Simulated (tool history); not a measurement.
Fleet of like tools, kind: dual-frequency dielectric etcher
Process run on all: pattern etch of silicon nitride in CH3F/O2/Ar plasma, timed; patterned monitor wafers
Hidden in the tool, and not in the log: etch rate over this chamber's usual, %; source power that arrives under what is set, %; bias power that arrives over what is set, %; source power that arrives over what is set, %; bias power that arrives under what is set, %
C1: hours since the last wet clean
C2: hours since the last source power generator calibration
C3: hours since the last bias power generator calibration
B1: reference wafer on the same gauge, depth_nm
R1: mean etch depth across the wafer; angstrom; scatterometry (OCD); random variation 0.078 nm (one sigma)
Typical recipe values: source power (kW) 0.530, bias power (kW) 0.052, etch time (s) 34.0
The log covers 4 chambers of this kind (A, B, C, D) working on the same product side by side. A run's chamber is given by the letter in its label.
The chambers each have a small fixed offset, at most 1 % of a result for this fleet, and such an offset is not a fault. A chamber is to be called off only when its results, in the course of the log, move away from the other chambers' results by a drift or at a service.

{"run": "1B", "hour": 6.9, "source power (kW)": 0.53, "bias power (kW)": 0.052, "etch time (s)": 34.0, "C1": 377.7, "C2": 2548.5, "C3": 2713.4, "B1": 27.284, "R1": 237.74}
{"run": "2C", "hour": 17.9, "source power (kW)": 0.53, "bias power (kW)": 0.052, "etch time (s)": 34.0, "C1": 32.7, "C2": 46.2, "C3": 93.2, "B1": 27.311, "R1": 240.16}
{"run": "3D", "hour": 27.7, "source power (kW)": 0.53, "bias power (kW)": 0.052, "etch time (s)": 34.0, "C1": 79.7, "C2": 470.9, "C3": 1613.2, "B1": 27.301, "R1": 237.65}
{"run": "4A", "hour": 34.5, "source power (kW)": 0.53, "bias power (kW)": 0.052, "etch time (s)": 34.0, "C1": 546.3, "C2": 791.9, "C3": 2364.1, "B1": 27.3, "R1": 238.33}
{"run": "5C", "hour": 46.3, "source power (kW)": 0.53, "bias power (kW)": 0.052, "etch time (s)": 34.0, "C1": 61.1, "C2": 74.6, "C3": 121.6, "B1": 27.293, "R1": 239.12}
{"run": "6A", "hour": 54.9, "source power (kW)": 0.53, "bias power (kW)": 0.052, "etch time (s)": 34.0, "C1": 566.7, "C2": 812.3, "C3": 2384.5, "B1": 27.327, "R1": 238.23}
{"hour": 57.3, "done": "chamber A: wet clean of the chamber"}
{"run": "7D", "hour": 66.7, "source power (kW)": 0.53, "bias power (kW)": 0.052, "etch time (s)": 34.0, "C1": 118.7, "C2": 509.9, "C3": 1652.2, "B1": 27.284, "R1": 237.53}
{"hour": 72.1, "done": "chamber B: source power generator calibrated"}
{"run": "8B", "hour": 80.0, "source power (kW)": 0.64, "bias power (kW)": 0.052, "etch time (s)": 27.0, "C1": 450.8, "C2": 7.9, "C3": 2786.5, "B1": 27.302, "R1": 204.17}
{"run": "9D", "hour": 91.4, "source power (kW)": 0.64, "bias power (kW)": 0.052, "etch time (s)": 27.0, "C1": 143.4, "C2": 534.6, "C3": 1676.9, "B1": 27.3, "R1": 202.9}
{"run": "10B", "hour": 99.3, "source power (kW)": 0.64, "bias power (kW)": 0.052, "etch time (s)": 27.0, "C1": 470.1, "C2": 27.2, "C3": 2805.8, "B1": 27.293, "R1": 203.85}
{"run": "11C", "hour": 112.2, "source power (kW)": 0.64, "bias power (kW)": 0.052, "etch time (s)": 27.0, "C1": 127.0, "C2": 140.5, "C3": 187.5, "B1": 27.301, "R1": 204.4}
{"run": "12A", "hour": 124.7, "source power (kW)": 0.53, "bias power (kW)": 0.052, "etch time (s)": 34.0, "C1": 67.4, "C2": 882.1, "C3": 2454.3, "B1": 27.306, "R1": 238.31}
{"run": "13A", "hour": 134.6, "source power (kW)": 0.42, "bias power (kW)": 0.052, "etch time (s)": 24.5, "C1": 77.3, "C2": 892.0, "C3": 2464.2, "B1": 27.292, "R1": 156.58}
{"run": "14C", "hour": 143.6, "source power (kW)": 0.42, "bias power (kW)": 0.052, "etch time (s)": 24.5, "C1": 158.4, "C2": 171.9, "C3": 218.9, "B1": 27.312, "R1": 157.3}
{"run": "15D", "hour": 156.0, "source power (kW)": 0.42, "bias power (kW)": 0.052, "etch time (s)": 24.5, "C1": 208.0, "C2": 599.2, "C3": 1741.5, "B1": 27.3, "R1": 156.75}
{"run": "16B", "hour": 168.9, "source power (kW)": 0.42, "bias power (kW)": 0.052, "etch time (s)": 24.5, "C1": 539.7, "C2": 96.8, "C3": 2875.4, "B1": 27.287, "R1": 156.09}
{"run": "17C", "hour": 179.9, "source power (kW)": 0.53, "bias power (kW)": 0.052, "etch time (s)": 34.0, "C1": 194.7, "C2": 208.2, "C3": 255.2, "B1": 27.297, "R1": 238.87}
{"run": "18A", "hour": 191.4, "source power (kW)": 0.53, "bias power (kW)": 0.052, "etch time (s)": 34.0, "C1": 134.1, "C2": 948.8, "C3": 2521.0, "B1": 27.312, "R1": 239.06}
{"run": "19B", "hour": 198.5, "source power (kW)": 0.53, "bias power (kW)": 0.052, "etch time (s)": 34.0, "C1": 569.3, "C2": 126.4, "C3": 2905.0, "B1": 27.278, "R1": 237.93}
{"run": "20D", "hour": 205.8, "source power (kW)": 0.53, "bias power (kW)": 0.052, "etch time (s)": 34.0, "C1": 257.8, "C2": 649.0, "C3": 1791.3, "B1": 27.297, "R1": 238.28}
{"run": "21D", "hour": 218.3, "source power (kW)": 0.53, "bias power (kW)": 0.052, "etch time (s)": 34.0, "C1": 270.3, "C2": 661.5, "C3": 1803.8, "B1": 27.296, "R1": 237.53}
{"hour": 223.9, "done": "chamber B: wet clean of the chamber"}
{"run": "22B", "hour": 226.1, "source power (kW)": 0.53, "bias power (kW)": 0.052, "etch time (s)": 34.0, "C1": 2.2, "C2": 154.0, "C3": 2932.6, "B1": 27.283, "R1": 237.51}
{"run": "23A", "hour": 235.0, "source power (kW)": 0.53, "bias power (kW)": 0.052, "etch time (s)": 34.0, "C1": 177.7, "C2": 992.4, "C3": 2564.6, "B1": 27.318, "R1": 238.13}
{"run": "24C", "hour": 248.0, "source power (kW)": 0.53, "bias power (kW)": 0.052, "etch time (s)": 34.0, "C1": 262.8, "C2": 276.3, "C3": 323.3, "B1": 27.326, "R1": 238.79}

Decide between three cases: one chamber stands off from its peers, the gauge reading all wafers drifts, or nothing is wrong past each chamber's small offset. Where a chamber is off, say which and what most likely put it there.

All chambers stay in line apart from their small fixed offsets, and the gauge does not drift.
